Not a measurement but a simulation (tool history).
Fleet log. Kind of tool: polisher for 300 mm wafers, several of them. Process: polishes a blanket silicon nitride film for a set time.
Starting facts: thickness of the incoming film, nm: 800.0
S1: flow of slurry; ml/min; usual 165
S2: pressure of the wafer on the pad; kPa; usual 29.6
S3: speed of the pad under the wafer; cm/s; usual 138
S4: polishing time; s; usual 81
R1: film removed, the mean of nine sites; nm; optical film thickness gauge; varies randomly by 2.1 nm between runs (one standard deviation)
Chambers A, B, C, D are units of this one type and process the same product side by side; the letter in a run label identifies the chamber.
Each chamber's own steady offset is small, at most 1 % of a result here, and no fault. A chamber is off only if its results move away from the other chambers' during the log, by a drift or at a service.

run,hour,S1,S2,S3,S4,R1
1B,2.5,165,29.6,138,81,222.69
2A,6.7,165,29.6,138,81,225.53
3D,9.5,165,29.6,138,81,223.13
4C,12.9,165,29.6,138,81,227.04
5D,17.5,165,29.6,138,81,228.12
6B,23,165,29.6,138,81,225.17
# hour 23.5: chamber C: worn pad replaced by a new one
7C,27.3,165,29.6,138,81,224.29
# hour 28.4: chamber D: slurry nozzle cleaned
8A,32.4,165,29.6,138,81,225.59
9D,36.5,165,29.6,138,81,224.86
10B,39.3,165,29.6,138,81,217.11
11C,41.8,165,29.6,138,81,226.61
# hour 42: chamber D: worn pad replaced by a new one
12A,45.2,165,29.6,138,81,227.77
13C,49,165,29.6,138,81,224.06
14B,52,165,29.6,138,103,282.91
15A,54.4,165,29.6,138,103,289.34
16D,58.8,165,29.6,138,103,283.05
17B,64,165,29.6,138,103,282.99
18D,67.6,165,29.6,138,81,228.2
19A,72.9,165,29.6,138,81,222.77
20C,77.2,165,29.6,138,81,228.32
21C,81.6,165,29.6,138,81,224.93
# hour 84.2: chamber B: worn pad replaced by a new one
22D,85,165,29.6,138,81,224
23B,89.1,165,29.6,118,81,198.86
24A,94.6,165,29.6,118,81,195.34
25A,98.8,165,29.6,118,81,193.47
26D,103.7,165,29.6,118,81,196.99
27B,107.5,165,29.6,138,81,223.59
28C,111.3,165,29.6,138,81,230.24
29B,116.5,165,29.6,138,81,224.67
30C,122,165,29.6,138,81,224.22
# hour 123.8: chamber D: worn pad replaced by a new one
31A,125.8,165,29.6,138,81,211.32
32D,129.8,165,29.6,138,81,226.09
33B,132.8,165,22.8,138,105,224.51
34C,136.6,165,22.8,138,105,226.99
35D,141.9,165,22.8,138,105,227.49
36A,144.5,165,22.8,138,105,214.47
37D,149.3,165,29.6,138,81,227.66
38C,154.1,165,29.6,138,99,279.5
39B,158.3,165,29.6,138,99,271.8
40A,161.6,165,29.6,138,99,254.43

Is one chamber out of step, is the gauge drifting, or do the chambers differ by no more than their own small offsets? For an off chamber, give its letter and the likeliest cause.

It is chamber A that slowly wanders off from its peers.
Cause: removal rate lost through wear of the pad, % = 7.88.
From this log alone, it may not be told apart from: slurry flow missing at the pad, %; head's pressure below its setpoint, %.

Here are 4 candidates for chamber A's next run, each the usual settings with a change, their results left as question marks. Which one brings its results back in line with what the others give on the usual settings?
To be in line, a result may differ from the other chambers' mean on the usual settings by at most: R1 7.2 nm
41A-1,165.5,170,29.6,138,93,?
41A-2,165.5,165,29,134,78,?
41A-3,165.5,165,27.6,138,75,?
41A-4,165.5,165,30.3,142,84,?

What the other chambers average on the usual settings: R1 225.42 nm
run,R1
41A-1,239
41A-2,190.45
41A-3,178.56
41A-4,224.83
It is 41A-4 that realigns the chamber with its peers.

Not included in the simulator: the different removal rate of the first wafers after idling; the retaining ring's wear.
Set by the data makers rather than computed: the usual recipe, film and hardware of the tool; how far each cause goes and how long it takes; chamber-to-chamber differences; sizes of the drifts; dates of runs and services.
